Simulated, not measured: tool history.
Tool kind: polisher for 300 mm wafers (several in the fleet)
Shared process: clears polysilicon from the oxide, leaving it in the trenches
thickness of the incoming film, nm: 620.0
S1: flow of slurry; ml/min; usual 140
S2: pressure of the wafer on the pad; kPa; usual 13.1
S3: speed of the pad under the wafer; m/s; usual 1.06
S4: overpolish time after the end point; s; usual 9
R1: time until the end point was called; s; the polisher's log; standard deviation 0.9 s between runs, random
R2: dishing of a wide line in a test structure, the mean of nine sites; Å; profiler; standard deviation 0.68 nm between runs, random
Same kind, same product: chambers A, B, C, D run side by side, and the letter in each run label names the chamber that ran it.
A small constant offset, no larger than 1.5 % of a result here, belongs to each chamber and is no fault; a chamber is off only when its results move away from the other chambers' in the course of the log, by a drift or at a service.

run,hour,S1,S2,S3,S4,R1,R2
# hour 0.3: chamber B: slurry nozzle cleaned
1D,6.7,140,13.1,1.06,9,65.08,400.71
# hour 8.5: chamber D: slurry nozzle cleaned
2C,12.2,140,13.1,1.06,9,64.401,402.54
3A,18.8,140,13.1,1.06,9,63.458,407.63
4B,23.8,140,13.1,1.06,9,64.897,404.11
5C,29.9,140,13.1,1.06,9,64.607,404.47
# hour 32: chamber A: worn pad replaced by a new one
6D,35.5,140,13.1,1.06,9,65.473,403.1
# hour 39.4: chamber B: worn pad replaced by a new one
7B,45,140,13.1,1.06,9,65.648,393.64
8A,53.3,140,13.1,1.06,9,62.821,402.6
9B,63.3,140,13.1,1.06,9,62.861,398.15
# hour 65.9: chamber A: head pressure recalibrated
10C,69.4,140,13.1,1.06,9,63.204,393.94
11D,78.5,140,13.1,1.06,9,65.055,392.77
# hour 81.2: chamber B: head pressure recalibrated
12A,83.6,140,13.1,1.06,9,63.809,391.67
13D,89.6,140,13.1,1.06,9,63.595,402.29
14B,94.4,140,13.1,0.78,9,88.657,364.32
15C,102.2,140,13.1,0.78,9,86.71,352.87
# hour 103.2: chamber C: worn pad replaced by a new one
16A,108.9,140,13.1,0.78,9,87.188,348.88
# hour 112.1: chamber D: worn pad replaced by a new one
17C,118.5,140,13.1,0.78,9,84.735,356.28
18B,123.2,140,13.1,1.06,9,64.62,395.77
# hour 129.1: chamber B: worn pad replaced by a new one
19A,131.8,140,13.1,1.06,9,63.794,395.62
# hour 134.4: chamber A: worn pad replaced by a new one
20D,139.4,140,13.1,0.74,11,92.5,379.43
21A,144.8,140,13.1,0.74,11,89.864,373.93
22C,153.6,140,13.1,0.74,11,88.978,371.81
23D,161.5,140,13.1,0.74,11,93.574,370.59
24B,168.6,140,11,1.06,6,75.617,303.26
25A,178.1,140,11,1.06,6,76.388,302.72
26D,183.5,140,11,1.06,6,75.341,300.97
27C,189.4,140,11,1.06,6,75.639,311.15
28B,197.5,140,13.1,1.06,9,65.725,403.7
# hour 202.7: chamber A: slurry nozzle cleaned
29A,203.4,140,13.1,1.06,9,65.07,404.95
30C,208.5,140,13.1,1.06,9,64.479,401.45
# hour 211.1: chamber C: worn pad replaced by a new one
31D,215.8,140,13.1,1.06,9,65.39,399.31
32B,225.1,140,13.1,1.06,9,65.379,406.04
# hour 226.7: chamber B: worn pad replaced by a new one
33C,233.8,140,13.1,1.06,9,64.547,398.55
34A,239.9,140,13.1,1.06,9,64.442,389.97
35B,249.5,140,13.1,1.06,9,66.104,391.58

Next, every chamber runs the same settings. What will each give?
36A,256.6,140,13.1,1.06,9,?,?
36B,256.6,140,13.1,1.06,9,?,?
36C,256.6,140,13.1,1.06,9,?,?
36D,256.6,140,13.1,1.06,9,?,?

run,R1,R2
36A,64.101,397.9
36B,64.631,390.36
36C,63.892,409.71
36D,64.474,384.44

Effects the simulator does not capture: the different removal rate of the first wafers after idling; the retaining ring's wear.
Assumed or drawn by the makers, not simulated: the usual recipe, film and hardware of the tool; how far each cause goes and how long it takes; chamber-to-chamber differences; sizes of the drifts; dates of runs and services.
